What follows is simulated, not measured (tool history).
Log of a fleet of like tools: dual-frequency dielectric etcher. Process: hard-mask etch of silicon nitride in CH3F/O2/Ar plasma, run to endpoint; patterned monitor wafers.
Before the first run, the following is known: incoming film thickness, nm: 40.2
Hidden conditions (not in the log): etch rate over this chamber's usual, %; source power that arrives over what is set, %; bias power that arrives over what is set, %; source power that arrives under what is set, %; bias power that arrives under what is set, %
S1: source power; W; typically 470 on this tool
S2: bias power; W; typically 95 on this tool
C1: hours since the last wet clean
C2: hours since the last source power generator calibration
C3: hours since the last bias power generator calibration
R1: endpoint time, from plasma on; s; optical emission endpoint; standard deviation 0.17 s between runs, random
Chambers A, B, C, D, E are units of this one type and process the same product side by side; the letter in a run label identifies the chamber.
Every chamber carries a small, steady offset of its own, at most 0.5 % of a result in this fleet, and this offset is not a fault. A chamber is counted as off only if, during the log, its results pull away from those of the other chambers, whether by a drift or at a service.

run   hour   S1   S2     C1      C2      C3      R1
 1A    3.7  470   95  266.4  3420.5   765.1  49.527
       5.5  -- chamber D: wet clean of the chamber
 2D    8.1  470   95    2.7  1304.9   443.8  49.534
 3E   11.4  470   95  311.1   880.2  1172.2   49.82
 4C   15.1  470   95     34   904.4  2782.8  49.644
 5B   17.5  470   95  375.4  1230.1    1077  49.905
 6D   21.4  470   95     16  1318.2   457.1  49.926
 7C   24.5  470   95   43.4   913.8  2792.2  49.837
 8B   28.6  470   95  386.5  1241.2  1088.1  49.705
 9E   32.3  470   95    332   901.1  1193.1  49.986
10A   36.1  470   95  298.8  3452.9   797.5  49.311
11B   38.7  470   95  396.6  1251.3  1098.2  49.523
12D   40.9  470   95   35.5  1337.7   476.6  49.287
13A   43.2  470   95  305.9    3460   804.6  49.539
14C   45.3  470   88   64.2   934.6    2813  51.192
15E   48.8  470   88  348.5   917.6  1209.6   51.21
16A   52.1  470   88  314.8  3468.9   813.5  51.026
17C   54.6  470   88   73.5   943.9  2822.3  50.864
18B   57.5  470   88  415.4  1270.1    1117  51.257
19E   61.1  580  114  360.8   929.9  1221.9  43.248
20D     65  580  114   59.6  1361.8   500.7  42.993
21C   67.1  580  114     86   956.4  2834.8  43.192
22B   71.4  580  114  429.3    1284  1130.9  42.966
23E     75  580  114  374.7   943.8  1235.8  42.958
24D   78.4  470   95     73  1375.2   514.1  49.734
25A   81.1  470   95  343.8  3497.9   842.5  49.393
26C   84.6  470   95  103.5   973.9  2852.3  49.383
27A   89.1  470   95  351.8  3505.9   850.5  49.072
28B   91.7  470   95  449.6  1304.3  1151.2  49.881
29D   93.9  470   95   88.5  1390.7   529.6  49.647
30E   98.2  470   95  397.9     967    1259  49.843
     100.9  -- chamber A: wet clean of the chamber
31C  102.7  470   95  121.6     992  2870.4  49.773
32B  106.1  470   95    464  1318.7  1165.6  50.206
33A  110.6  470   95    9.8  3527.4     872  49.384
     110.9  -- chamber C: bias power generator calibrated
34E  114.5  470   95  414.2   983.3  1275.3  49.719
35D  117.9  570  115  112.5  1414.7   553.6  43.386
36A  121.6  570  115   20.8  3538.4     883  42.958
37E  123.9  570  115  423.6   992.7  1284.7  43.238
38B    128  570  115  485.9  1340.6  1187.5  43.463
39C  132.1  570  115    151  1021.4    21.3  43.213
40D  135.4  520   95    130  1432.2   571.1  47.876
41C  139.4  520   95  158.3  1028.7    28.6  47.974

Next, every chamber runs the same settings. What will each give?
42A  142.6  470  95               ?
42B  142.6  470  95               ?
42C  142.6  470  95               ?
42D  142.6  470  95               ?
42E  142.6  470  95               ?

run      R1
42A  49.238
42B  49.719
42C  49.665
42D  49.502
42E  49.865

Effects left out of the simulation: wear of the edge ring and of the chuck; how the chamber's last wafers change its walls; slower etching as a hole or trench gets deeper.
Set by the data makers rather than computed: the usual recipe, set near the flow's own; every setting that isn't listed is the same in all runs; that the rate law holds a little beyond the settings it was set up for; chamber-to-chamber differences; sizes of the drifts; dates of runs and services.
